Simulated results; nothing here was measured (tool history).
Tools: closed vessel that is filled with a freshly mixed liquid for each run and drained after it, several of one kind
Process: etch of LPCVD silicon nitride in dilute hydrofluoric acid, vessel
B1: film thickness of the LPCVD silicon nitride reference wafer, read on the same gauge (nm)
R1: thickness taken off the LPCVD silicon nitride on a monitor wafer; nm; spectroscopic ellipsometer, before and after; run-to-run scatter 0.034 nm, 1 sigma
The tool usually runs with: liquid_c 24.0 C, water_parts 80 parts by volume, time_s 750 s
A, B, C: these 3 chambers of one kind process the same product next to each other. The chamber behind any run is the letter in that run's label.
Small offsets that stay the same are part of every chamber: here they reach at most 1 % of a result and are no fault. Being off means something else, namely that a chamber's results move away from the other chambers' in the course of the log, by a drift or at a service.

{"run": "1B", "hour": 12.0, "liquid_c": 24.0, "water_parts": 80, "time_s": 750, "B1": 50.017, "R1": 5.0578}
{"run": "2C", "hour": 19.2, "liquid_c": 24.0, "water_parts": 80, "time_s": 750, "B1": 49.978, "R1": 5.0759}
{"run": "3A", "hour": 26.5, "liquid_c": 24.0, "water_parts": 80, "time_s": 750, "B1": 49.968, "R1": 5.0018}
{"hour": 33.5, "done": "chamber A: hydrofluoric acid flow meter replaced"}
{"run": "4C", "hour": 37.5, "liquid_c": 24.0, "water_parts": 80, "time_s": 750, "B1": 50.005, "R1": 5.0643}
{"run": "5B", "hour": 50.9, "liquid_c": 24.0, "water_parts": 80, "time_s": 750, "B1": 50.013, "R1": 5.1188}
{"run": "6A", "hour": 58.4, "liquid_c": 24.0, "water_parts": 80, "time_s": 750, "B1": 49.983, "R1": 5.0116}
{"run": "7C", "hour": 64.8, "liquid_c": 24.0, "water_parts": 80, "time_s": 750, "B1": 50.022, "R1": 5.1038}
{"run": "8A", "hour": 78.2, "liquid_c": 24.0, "water_parts": 80, "time_s": 750, "B1": 49.972, "R1": 5.0219}
{"run": "9B", "hour": 89.6, "liquid_c": 24.0, "water_parts": 95, "time_s": 485, "B1": 49.99, "R1": 2.7662}
{"run": "10A", "hour": 101.1, "liquid_c": 24.0, "water_parts": 95, "time_s": 485, "B1": 49.993, "R1": 2.731}
{"run": "11C", "hour": 114.3, "liquid_c": 24.0, "water_parts": 95, "time_s": 485, "B1": 49.933, "R1": 2.8137}
{"run": "12B", "hour": 127.6, "liquid_c": 24.0, "water_parts": 80, "time_s": 750, "B1": 49.997, "R1": 5.2001}
{"run": "13C", "hour": 133.8, "liquid_c": 24.0, "water_parts": 80, "time_s": 750, "B1": 49.937, "R1": 5.2527}
{"run": "14B", "hour": 142.8, "liquid_c": 24.0, "water_parts": 80, "time_s": 750, "B1": 49.997, "R1": 5.1072}
{"run": "15A", "hour": 156.6, "liquid_c": 27.0, "water_parts": 80, "time_s": 590, "B1": 49.996, "R1": 4.8125}
{"run": "16C", "hour": 166.6, "liquid_c": 27.0, "water_parts": 80, "time_s": 590, "B1": 49.988, "R1": 5.0395}
{"run": "17A", "hour": 177.9, "liquid_c": 27.0, "water_parts": 80, "time_s": 590, "B1": 49.988, "R1": 4.8023}
{"run": "18B", "hour": 184.0, "liquid_c": 24.0, "water_parts": 80, "time_s": 750, "B1": 49.967, "R1": 5.0888}
{"run": "19B", "hour": 190.5, "liquid_c": 24.0, "water_parts": 80, "time_s": 750, "B1": 50.035, "R1": 5.0965}
{"run": "20C", "hour": 204.6, "liquid_c": 21.5, "water_parts": 55, "time_s": 750, "B1": 50.018, "R1": 6.5204}
{"run": "21A", "hour": 213.7, "liquid_c": 21.5, "water_parts": 55, "time_s": 750, "B1": 49.97, "R1": 6.0308}
{"run": "22B", "hour": 226.9, "liquid_c": 21.5, "water_parts": 55, "time_s": 750, "B1": 50.05, "R1": 6.2886}
{"run": "23A", "hour": 239.2, "liquid_c": 24.0, "water_parts": 80, "time_s": 750, "B1": 49.971, "R1": 5.048}
{"run": "24C", "hour": 253.3, "liquid_c": 24.0, "water_parts": 40, "time_s": 750, "B1": 49.963, "R1": 10.765}
{"run": "25B", "hour": 260.6, "liquid_c": 24.0, "water_parts": 40, "time_s": 750, "B1": 49.968, "R1": 10.182}
{"run": "26C", "hour": 272.6, "liquid_c": 24.0, "water_parts": 40, "time_s": 750, "B1": 49.986, "R1": 10.739}
{"run": "27A", "hour": 284.2, "liquid_c": 24.0, "water_parts": 80, "time_s": 750, "B1": 50.012, "R1": 5.0295}

Each of the 3 chambers runs these same settings next. Fill in every chamber's results:
{"run": "28A", "hour": 294.3, "liquid_c": 24.0, "water_parts": 80, "time_s": 750, "R1": "?"}
{"run": "28B", "hour": 294.3, "liquid_c": 24.0, "water_parts": 80, "time_s": 750, "R1": "?"}
{"run": "28C", "hour": 294.3, "liquid_c": 24.0, "water_parts": 80, "time_s": 750, "R1": "?"}

run=28A R1=5.0976
run=28B R1=5.0911
run=28C R1=5.5340
